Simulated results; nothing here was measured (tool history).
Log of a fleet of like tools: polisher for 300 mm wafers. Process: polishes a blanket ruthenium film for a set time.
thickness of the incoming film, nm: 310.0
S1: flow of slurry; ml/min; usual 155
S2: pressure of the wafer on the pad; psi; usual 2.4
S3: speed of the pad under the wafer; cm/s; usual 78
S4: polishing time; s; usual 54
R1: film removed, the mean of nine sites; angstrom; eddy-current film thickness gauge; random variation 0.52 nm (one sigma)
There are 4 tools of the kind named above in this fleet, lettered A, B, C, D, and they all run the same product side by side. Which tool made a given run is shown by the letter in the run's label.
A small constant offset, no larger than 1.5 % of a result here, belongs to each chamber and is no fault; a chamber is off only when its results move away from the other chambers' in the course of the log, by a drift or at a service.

-- hour=6.8 chamber C: worn pad replaced by a new one
run 1B hour=10.9 | S1=155 S2=2.4 S3=78 S4=54 | R1=499.82
run 2A hour=22.4 | S1=155 S2=2.4 S3=78 S4=54 | R1=491.14
run 3D hour=33.4 | S1=155 S2=2.4 S3=78 S4=54 | R1=493.82
run 4C hour=42.0 | S1=155 S2=2.4 S3=78 S4=54 | R1=500.38
-- hour=49.1 chamber D: worn pad replaced by a new one
run 5D hour=49.4 | S1=155 S2=2.4 S3=78 S4=54 | R1=492.06
-- hour=56.7 chamber A: slurry nozzle cleaned
run 6C hour=59.8 | S1=155 S2=2.4 S3=78 S4=54 | R1=492.47
run 7A hour=71.4 | S1=155 S2=2.4 S3=78 S4=54 | R1=487.43
run 8B hour=82.1 | S1=155 S2=2.4 S3=78 S4=66 | R1=613.97
-- hour=89.9 chamber A: worn pad replaced by a new one
run 9C hour=92.0 | S1=155 S2=2.4 S3=78 S4=66 | R1=606.73
-- hour=93.7 chamber B: worn pad replaced by a new one
-- hour=105.8 chamber C: worn pad replaced by a new one
run 10B hour=106.5 | S1=155 S2=2.4 S3=78 S4=66 | R1=604.81
-- hour=108.2 chamber D: head pressure recalibrated
run 11A hour=118.2 | S1=155 S2=2.4 S3=78 S4=66 | R1=609.13
run 12D hour=127.1 | S1=155 S2=2.4 S3=78 S4=54 | R1=489.88
run 13D hour=134.2 | S1=155 S2=2.4 S3=78 S4=54 | R1=495.82
run 14B hour=147.6 | S1=155 S2=2.4 S3=78 S4=54 | R1=500.59
run 15A hour=157.2 | S1=155 S2=2.4 S3=78 S4=54 | R1=500.22
-- hour=169.5 chamber D: worn pad replaced by a new one
run 16C hour=171.6 | S1=155 S2=2.4 S3=78 S4=54 | R1=496.68
run 17A hour=183.1 | S1=155 S2=2.4 S3=78 S4=54 | R1=507.73
run 18D hour=192.3 | S1=155 S2=2.4 S3=78 S4=54 | R1=487.90
-- hour=195.0 chamber A: worn pad replaced by a new one
-- hour=197.3 chamber B: worn pad replaced by a new one
run 19C hour=199.9 | S1=155 S2=2.4 S3=78 S4=54 | R1=503.80
-- hour=209.6 chamber C: worn pad replaced by a new one
run 20B hour=211.7 | S1=155 S2=2.4 S3=78 S4=54 | R1=495.72
-- hour=217.6 chamber C: head pressure recalibrated
run 21C hour=223.0 | S1=155 S2=2.4 S3=78 S4=54 | R1=505.57
-- hour=228.2 chamber C: slurry nozzle cleaned
-- hour=231.3 chamber B: slurry nozzle cleaned
run 22D hour=235.9 | S1=155 S2=2.4 S3=78 S4=43 | R1=395.57
run 23B hour=245.2 | S1=155 S2=2.4 S3=78 S4=43 | R1=398.51
run 24A hour=257.4 | S1=155 S2=2.4 S3=78 S4=43 | R1=404.97
run 25B hour=265.7 | S1=155 S2=2.4 S3=78 S4=43 | R1=398.79
run 26A hour=274.4 | S1=125 S2=3.1 S3=78 S4=54 | R1=645.19
run 27C hour=283.0 | S1=125 S2=3.1 S3=78 S4=54 | R1=629.25
-- hour=283.3 chamber D: worn pad replaced by a new one
run 28D hour=293.0 | S1=125 S2=3.1 S3=78 S4=54 | R1=612.95
-- hour=294.4 chamber C: worn pad replaced by a new one
-- hour=300.2 chamber B: worn pad replaced by a new one
-- hour=302.0 chamber A: worn pad replaced by a new one
run 29D hour=302.7 | S1=125 S2=3.1 S3=78 S4=54 | R1=607.76
run 30A hour=310.1 | S1=155 S2=2.4 S3=78 S4=54 | R1=523.37
run 31C hour=317.1 | S1=155 S2=2.4 S3=78 S4=54 | R1=507.70
run 32B hour=329.4 | S1=155 S2=2.8 S3=54 S4=54 | R1=409.00
run 33B hour=340.1 | S1=155 S2=2.8 S3=54 S4=54 | R1=410.31
run 34C hour=348.7 | S1=155 S2=2.8 S3=54 S4=54 | R1=405.81
run 35D hour=362.8 | S1=155 S2=2.8 S3=54 S4=54 | R1=400.42
run 36A hour=374.1 | S1=155 S2=2.4 S3=78 S4=54 | R1=535.91
run 37B hour=384.4 | S1=155 S2=2.4 S3=78 S4=54 | R1=503.45
run 38C hour=396.9 | S1=155 S2=2.4 S3=78 S4=54 | R1=510.61
-- hour=398.4 chamber C: worn pad replaced by a new one
-- hour=399.8 chamber D: worn pad replaced by a new one
-- hour=402.3 chamber A: worn pad replaced by a new one
run 39D hour=409.8 | S1=155 S2=2.4 S3=78 S4=54 | R1=494.40
-- hour=413.1 chamber B: worn pad replaced by a new one
run 40A hour=419.5 | S1=155 S2=2.4 S3=78 S4=54 | R1=541.95
run 41C hour=431.6 | S1=110 S2=2.4 S3=78 S4=54 | R1=468.91
run 42B hour=444.7 | S1=110 S2=2.4 S3=78 S4=54 | R1=462.61
-- hour=446.7 chamber D: slurry nozzle cleaned
run 43A hour=451.7 | S1=110 S2=2.4 S3=78 S4=54 | R1=503.71
run 44D hour=461.3 | S1=110 S2=2.4 S3=78 S4=54 | R1=459.20

All 4 chambers run these settings next. Forecast each chamber's results:
run 45A hour=472.1 | S1=155 S2=2.4 S3=78 S4=54 | R1=?
run 45B hour=472.1 | S1=155 S2=2.4 S3=78 S4=54 | R1=?
run 45C hour=472.1 | S1=155 S2=2.4 S3=78 S4=54 | R1=?
run 45D hour=472.1 | S1=155 S2=2.4 S3=78 S4=54 | R1=?

run=45A R1=540.64
run=45B R1=509.44
run=45C R1=499.81
run=45D R1=491.28

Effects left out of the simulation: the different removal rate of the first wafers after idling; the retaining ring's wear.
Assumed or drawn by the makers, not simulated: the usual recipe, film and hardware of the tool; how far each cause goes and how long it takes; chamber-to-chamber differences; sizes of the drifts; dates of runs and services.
